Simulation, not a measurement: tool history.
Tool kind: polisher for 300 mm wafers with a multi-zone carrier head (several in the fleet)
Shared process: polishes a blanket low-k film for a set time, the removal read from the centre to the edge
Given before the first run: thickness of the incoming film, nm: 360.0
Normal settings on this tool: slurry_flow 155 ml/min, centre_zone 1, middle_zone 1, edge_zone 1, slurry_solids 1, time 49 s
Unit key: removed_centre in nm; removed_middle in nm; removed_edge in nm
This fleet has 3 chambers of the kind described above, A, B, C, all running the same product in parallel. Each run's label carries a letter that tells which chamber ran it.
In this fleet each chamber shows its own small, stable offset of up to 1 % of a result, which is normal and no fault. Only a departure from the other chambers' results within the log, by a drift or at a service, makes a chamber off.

| run | hour | slurry_flow | centre_zone | middle_zone | edge_zone | slurry_solids | time | wafers polished on this pad | hours since the slurry nozzle was cleaned | hours since the centre zone pressure was calibrated | hours since the edge zone pressure was calibrated | removed_centre | removed_middle | removed_edge |
|---|---|---|---|---|---|---|---|---|---|---|---|---|---|---|
| 1B | 6.1 | 155 | 1 | 1 | 1 | 1 | 49 | 478 | 208.6 | 725.1 | 658.9 | 16.245 | 16.3 | 16.688 |
| 2C | 12.3 | 155 | 1 | 1 | 1 | 1 | 49 | 1060 | 245.7 | 135 | 625 | 15.989 | 16.297 | 16.176 |
|  | 14 | chamber C: worn pad replaced by a new one |
| 3A | 15.8 | 155 | 1 | 1 | 1 | 1 | 49 | 265 | 439.2 | 57.7 | 72.7 | 16.314 | 16.353 | 16.337 |
| 4B | 19.7 | 155 | 1 | 1 | 1 | 1 | 49 | 625 | 222.2 | 738.7 | 672.5 | 16.537 | 16.305 | 16.267 |
| 5A | 25.8 | 155 | 1 | 1 | 1 | 1 | 49 | 373 | 449.2 | 67.7 | 82.7 | 16.393 | 15.939 | 16.063 |
| 6C | 28.7 | 155 | 1 | 1 | 1 | 1 | 49 | 159 | 262.1 | 151.4 | 641.4 | 16.035 | 16.277 | 16.285 |
| 7B | 32.9 | 155 | 1 | 1 | 1 | 1 | 49 | 768 | 235.4 | 751.9 | 685.7 | 16.231 | 16.389 | 16.116 |
| 8C | 36.1 | 155 | 1 | 1 | 1 | 1 | 49 | 239 | 269.5 | 158.8 | 648.8 | 15.923 | 16.332 | 16.316 |
| 9A | 39.3 | 155 | 1 | 1 | 1 | 1 | 49 | 519 | 462.7 | 81.2 | 96.2 | 16.198 | 16.139 | 16.025 |
| 10B | 42.3 | 155 | 1 | 1 | 0.91 | 0.8 | 49 | 870 | 244.8 | 761.3 | 695.1 | 14.687 | 14.901 | 13.948 |
| 11A | 47.6 | 155 | 1 | 1 | 0.91 | 0.8 | 49 | 609 | 471 | 89.5 | 104.5 | 14.283 | 14.307 | 13.806 |
| 12C | 51.4 | 155 | 1 | 1 | 0.91 | 0.8 | 49 | 405 | 284.8 | 174.1 | 664.1 | 14.569 | 14.425 | 13.568 |
|  | 53.8 | chamber C: edge zone pressure recalibrated |
| 13A | 55.5 | 155 | 1 | 1 | 1 | 1 | 49 | 694 | 478.9 | 97.4 | 112.4 | 16.225 | 16.091 | 16.201 |
| 14C | 58.6 | 155 | 1 | 1 | 1 | 1 | 49 | 483 | 292 | 181.3 | 4.9 | 16.287 | 16.057 | 16.299 |
| 15B | 64.8 | 155 | 1 | 1 | 1 | 1 | 49 | 1113 | 267.3 | 783.8 | 717.6 | 16.144 | 15.892 | 15.942 |
| 16A | 68.2 | 155 | 1 | 1 | 1 | 1 | 49 | 832 | 491.6 | 110.1 | 125.1 | 16.164 | 15.961 | 16.155 |
| 17C | 74.5 | 155 | 1 | 1 | 1 | 1 | 49 | 655 | 307.9 | 197.2 | 20.8 | 16.304 | 16.58 | 16.007 |
| 18B | 78.1 | 155 | 1 | 1 | 1 | 1 | 49 | 1257 | 280.6 | 797.1 | 730.9 | 16.006 | 15.79 | 15.917 |
| 19C | 81.1 | 155 | 1 | 1 | 1 | 1 | 49 | 726 | 314.5 | 203.8 | 27.4 | 16.405 | 16.347 | 16.304 |
| 20A | 87.1 | 155 | 1 | 1 | 1 | 1 | 49 | 1036 | 510.5 | 129 | 144 | 16.196 | 15.842 | 15.903 |
| 21B | 91 | 155 | 1 | 1 | 1 | 1 | 49 | 1397 | 293.5 | 810 | 743.8 | 15.852 | 15.765 | 15.796 |
| 22B | 94.6 | 155 | 1 | 1 | 1 | 1 | 49 | 1436 | 297.1 | 813.6 | 747.4 | 15.931 | 15.989 | 15.697 |
| 23A | 100.6 | 155 | 1 | 1 | 1 | 1 | 49 | 1182 | 524 | 142.5 | 157.5 | 16.177 | 16.021 | 16.18 |
|  | 104.7 | chamber A: worn pad replaced by a new one |
| 24C | 104.7 | 155 | 1 | 1 | 1 | 1 | 49 | 982 | 338.1 | 227.4 | 51 | 16.422 | 16.319 | 16.265 |
| 25B | 109.5 | 155 | 1 | 1 | 1 | 1 | 49 | 1597 | 312 | 828.5 | 762.3 | 15.592 | 15.779 | 15.844 |
| 26A | 113.6 | 155 | 1 | 1 | 1 | 1 | 49 | 96 | 537 | 155.5 | 170.5 | 16.339 | 15.773 | 15.993 |
| 27C | 117.2 | 155 | 1 | 1 | 1 | 1 | 49 | 1117 | 350.6 | 239.9 | 63.5 | 16.152 | 16.328 | 16.291 |
| 28B | 121.3 | 155 | 1 | 1 | 1 | 1 | 49 | 1724 | 323.8 | 840.3 | 774.1 | 15.5 | 15.732 | 15.56 |
| 29C | 126.5 | 155 | 1 | 1 | 1 | 1 | 49 | 1217 | 359.9 | 249.2 | 72.8 | 16.288 | 16.287 | 16.027 |
| 30A | 130.3 | 155 | 1 | 1 | 1 | 1 | 49 | 277 | 553.7 | 172.2 | 187.2 | 16.257 | 16.212 | 15.92 |
|  | 136.5 | chamber C: worn pad replaced by a new one |
| 31B | 136.9 | 155 | 1 | 1 | 1 | 1 | 49 | 1893 | 339.4 | 855.9 | 789.7 | 15.466 | 15.34 | 15.599 |
| 32C | 143.5 | 155 | 1 | 1 | 1 | 1 | 49 | 76 | 376.9 | 266.2 | 89.8 | 16.285 | 16.269 | 16.409 |
| 33A | 149.8 | 155 | 1 | 1 | 1 | 1 | 49 | 488 | 573.2 | 191.7 | 206.7 | 16.246 | 15.855 | 16.504 |
| 34C | 153.8 | 155 | 1 | 1 | 1 | 1 | 49 | 187 | 387.2 | 276.5 | 100.1 | 16.116 | 16.379 | 16.252 |
| 35B | 160.2 | 155 | 1 | 1 | 1 | 1 | 49 | 2145 | 362.7 | 879.2 | 813 | 15.129 | 14.892 | 15.26 |
| 36A | 164.9 | 155 | 1 | 1 | 1 | 1 | 49 | 651 | 588.3 | 206.8 | 221.8 | 16.456 | 16.006 | 15.914 |
| 37B | 169.1 | 155 | 1 | 1 | 1 | 1 | 49 | 2241 | 371.6 | 888.1 | 821.9 | 15.074 | 15.186 | 15.316 |
| 38A | 173.4 | 155 | 1 | 1 | 1 | 1 | 49 | 743 | 596.8 | 215.3 | 230.3 | 16.122 | 15.978 | 16.183 |
| 39C | 178.4 | 155 | 1 | 1 | 1 | 0.85 | 49 | 453 | 411.8 | 301.1 | 124.7 | 15.175 | 14.846 | 15.1 |
| 40A | 184.6 | 155 | 1 | 1 | 1 | 0.85 | 49 | 864 | 608 | 226.5 | 241.5 | 14.908 | 15.061 | 15.02 |
| 41B | 189.5 | 155 | 1 | 1 | 1 | 0.85 | 49 | 2462 | 392 | 908.5 | 842.3 | 13.993 | 13.997 | 13.942 |

Is one chamber out of step, is the gauge drifting, or do the chambers differ by no more than their own small offsets? For an off chamber, give its letter and the likeliest cause.

Little by little, chamber B moves away from the other chambers.
Cause: removal rate lost through wear of the pad, % = 7.78.
From this log alone, it may not be told apart from: slurry flow missing at the pad, %.

Here are 4 candidates for chamber B's next run, each the usual settings with a change, their results left as question marks. Which one brings its results back in line with what the others give on the usual settings?
In-line tolerance around the mean of the other chambers on the usual settings: removed_centre 0.46 nm; removed_middle 0.65 nm; removed_edge 0.54 nm
| 42B-1 | 194.4 | 150 | 0.99 | 0.99 | 1 | 0.95 | 45 |  |  |  |  | ? | ? | ? |
| 42B-2 | 194.4 | 155 | 1.01 | 1 | 1 | 1 | 52 |  |  |  |  | ? | ? | ? |
| 42B-3 | 194.4 | 160 | 1.01 | 1.01 | 1 | 1.05 | 54 |  |  |  |  | ? | ? | ? |
| 42B-4 | 194.4 | 155 | 0.99 | 1 | 1 | 1 | 46 |  |  |  |  | ? | ? | ? |

On the usual settings, the other chambers give on average: removed_centre 16.232 nm; removed_middle 16.157 nm; removed_edge 16.14 nm
| run | removed_centre | removed_middle | removed_edge |
|---|---|---|---|
| 42B-1 | 13.311 | 13.203 | 13.393 |
| 42B-2 | 16.212 | 15.866 | 15.916 |
| 42B-3 | 17.322 | 17.097 | 16.964 |
| 42B-4 | 14.032 | 14.037 | 14.08 |
Change 42B-2 lands the chamber within the allowed miss of the other chambers.
